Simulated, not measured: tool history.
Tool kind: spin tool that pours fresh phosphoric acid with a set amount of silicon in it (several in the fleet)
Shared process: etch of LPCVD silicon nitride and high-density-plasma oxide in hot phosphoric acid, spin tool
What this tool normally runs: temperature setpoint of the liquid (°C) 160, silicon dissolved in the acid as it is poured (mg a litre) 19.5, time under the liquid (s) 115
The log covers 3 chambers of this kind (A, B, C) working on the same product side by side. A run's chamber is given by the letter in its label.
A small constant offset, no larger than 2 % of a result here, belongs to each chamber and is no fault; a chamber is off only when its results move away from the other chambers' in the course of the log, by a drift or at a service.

| run | day | temperature setpoint of the liquid (°C) | silicon dissolved in the acid as it is poured (mg a litre) | time under the liquid (s) | read-back film thickness of the LPCVD silicon nitride reference wafer, read on the same gauge (nm) | read-back film thickness of the high-density-plasma oxide reference wafer, read on the same gauge (nm) | thickness taken off the LPCVD silicon nitride on a monitor wafer (angstrom) | thickness taken off the high-density-plasma oxide on a monitor wafer (angstrom) |
|---|---|---|---|---|---|---|---|---|
| 1C | 0.192 | 160 | 19.5 | 115 | 59.984 | 100.000 | 94.306 | 2.18950 |
| 2A | 0.425 | 160 | 19.5 | 115 | 60.037 | 99.999 | 93.323 | 2.25830 |
| 3B | 0.608 | 160 | 19.5 | 115 | 60.042 | 99.995 | 95.032 | 2.42700 |
| 4B | 0.808 | 160 | 19.5 | 115 | 59.996 | 100.000 | 93.904 | 1.94650 |
| 5A | 1.017 | 160 | 11.5 | 115 | 60.005 | 99.989 | 92.046 | 3.15090 |
| 6C | 1.267 | 160 | 11.5 | 115 | 60.010 | 100.020 | 94.409 | 3.29280 |
| 7B | 1.417 | 160 | 11.5 | 115 | 59.987 | 99.990 | 94.936 | 3.35760 |
| 8A | 1.567 | 160 | 19.5 | 115 | 60.033 | 99.982 | 91.818 | 2.71550 |
| 9C | 1.750 | 160 | 19.5 | 115 | 59.991 | 100.010 | 94.766 | 2.97940 |
| 10A | 1.929 | 160 | 19.5 | 115 | 59.996 | 100.010 | 91.486 | 2.88140 |
| 11B | 2.158 | 160 | 19.5 | 115 | 59.998 | 99.976 | 94.184 | 2.18970 |
| 12C | 2.338 | 160 | 28.5 | 115 | 60.011 | 99.949 | 95.125 | 2.16440 |
| 13A | 2.512 | 160 | 28.5 | 115 | 60.012 | 99.970 | 91.851 | 2.18730 |
| 14C | 2.738 | 160 | 28.5 | 115 | 59.992 | 99.982 | 94.834 | 1.72890 |
| 15B | 3.000 | 160 | 19.5 | 75 | 60.036 | 100.010 | 60.840 | 1.79950 |
| 16B | 3.221 | 160 | 19.5 | 75 | 60.018 | 99.990 | 61.454 | 1.57720 |
| 17C | 3.512 | 160 | 19.5 | 75 | 60.013 | 99.996 | 62.460 | 1.54230 |
| 18A | 3.708 | 160 | 19.5 | 115 | 60.007 | 100.030 | 90.431 | 2.17060 |
| 19A | 3.888 | 161 | 19.5 | 115 | 60.024 | 99.971 | 92.859 | 2.40330 |
| 20C | 4.125 | 161 | 19.5 | 115 | 59.984 | 100.000 | 98.052 | 2.81940 |
| 21B | 4.421 | 161 | 19.5 | 115 | 59.994 | 100.010 | 96.248 | 2.64290 |
| 22B | 4.617 | 160 | 19.5 | 115 | 59.992 | 99.994 | 93.079 | 2.56010 |
| 23C | 4.792 | 160 | 19.5 | 115 | 60.000 | 99.982 | 95.404 | 2.68630 |
| 24A | 4.988 | 160 | 19.5 | 115 | 60.020 | 99.999 | 88.976 | 2.37650 |
| 25B | 5.204 | 160 | 19.5 | 115 | 60.005 | 100.010 | 92.885 | 2.26040 |
| 26A | 5.438 | 161 | 19.5 | 115 | 59.989 | 100.030 | 90.781 | 2.67250 |
| 27C | 5.729 | 161 | 19.5 | 115 | 59.999 | 99.977 | 98.208 | 2.84050 |
| 28A | 5.950 | 161 | 19.5 | 115 | 60.023 | 100.030 | 90.189 | 2.76950 |
| 29B | 6.158 | 160 | 33.0 | 55 | 60.019 | 99.994 | 44.327 | 0.77323 |
| 30C | 6.371 | 160 | 33.0 | 55 | 60.029 | 100.020 | 45.443 | 0.74500 |
| 31A | 6.671 | 160 | 33.0 | 55 | 60.014 | 100.020 | 41.368 | 0.45936 |
| 32B | 6.854 | 160 | 19.5 | 115 | 59.983 | 100.010 | 93.213 | 2.21250 |
| 33C | 7.121 | 160 | 14.5 | 70 | 60.018 | 100.000 | 57.654 | 2.18620 |

What goes on in this fleet: one chamber off, a drifting gauge, or nothing beyond the chambers' own small offsets? Name the chamber and the cause, if any.

It is chamber A that slowly wanders off from its peers.
Cause: temperature lost on the way to the wafer (K) = 2.11.
With only this log, it may be confused with: liquid colder than its thermometer reads (K).

Which of the 4 candidates below, each the usual settings with something changed and its results left as question marks, puts chamber A back in line with what the other chambers give on the usual settings?
Allowed miss from the other chambers' usual-settings mean, per result, to count as in line: thickness taken off the LPCVD silicon nitride on a monitor wafer (angstrom) 2.000; thickness taken off the high-density-plasma oxide on a monitor wafer (angstrom) 0.97000
| 34A-1 | 7.338 | 160 | 18.5 | 120 |  |  | ? | ? |
| 34A-2 | 7.338 | 160 | 20.5 | 110 |  |  | ? | ? |
| 34A-3 | 7.338 | 160 | 22.0 | 105 |  |  | ? | ? |
| 34A-4 | 7.338 | 160 | 17.0 | 125 |  |  | ? | ? |

On the usual settings, the other chambers give on average: thickness taken off the LPCVD silicon nitride on a monitor wafer (angstrom) 94.095; thickness taken off the high-density-plasma oxide on a monitor wafer (angstrom) 2.52210
| run | thickness taken off the LPCVD silicon nitride on a monitor wafer (angstrom) | thickness taken off the high-density-plasma oxide on a monitor wafer (angstrom) |
|---|---|---|
| 34A-1 | 89.592 | 2.32670 |
| 34A-2 | 82.126 | 2.01600 |
| 34A-3 | 78.393 | 1.84070 |
| 34A-4 | 93.325 | 2.52330 |
With 34A-4, the chamber falls back in line with the rest.
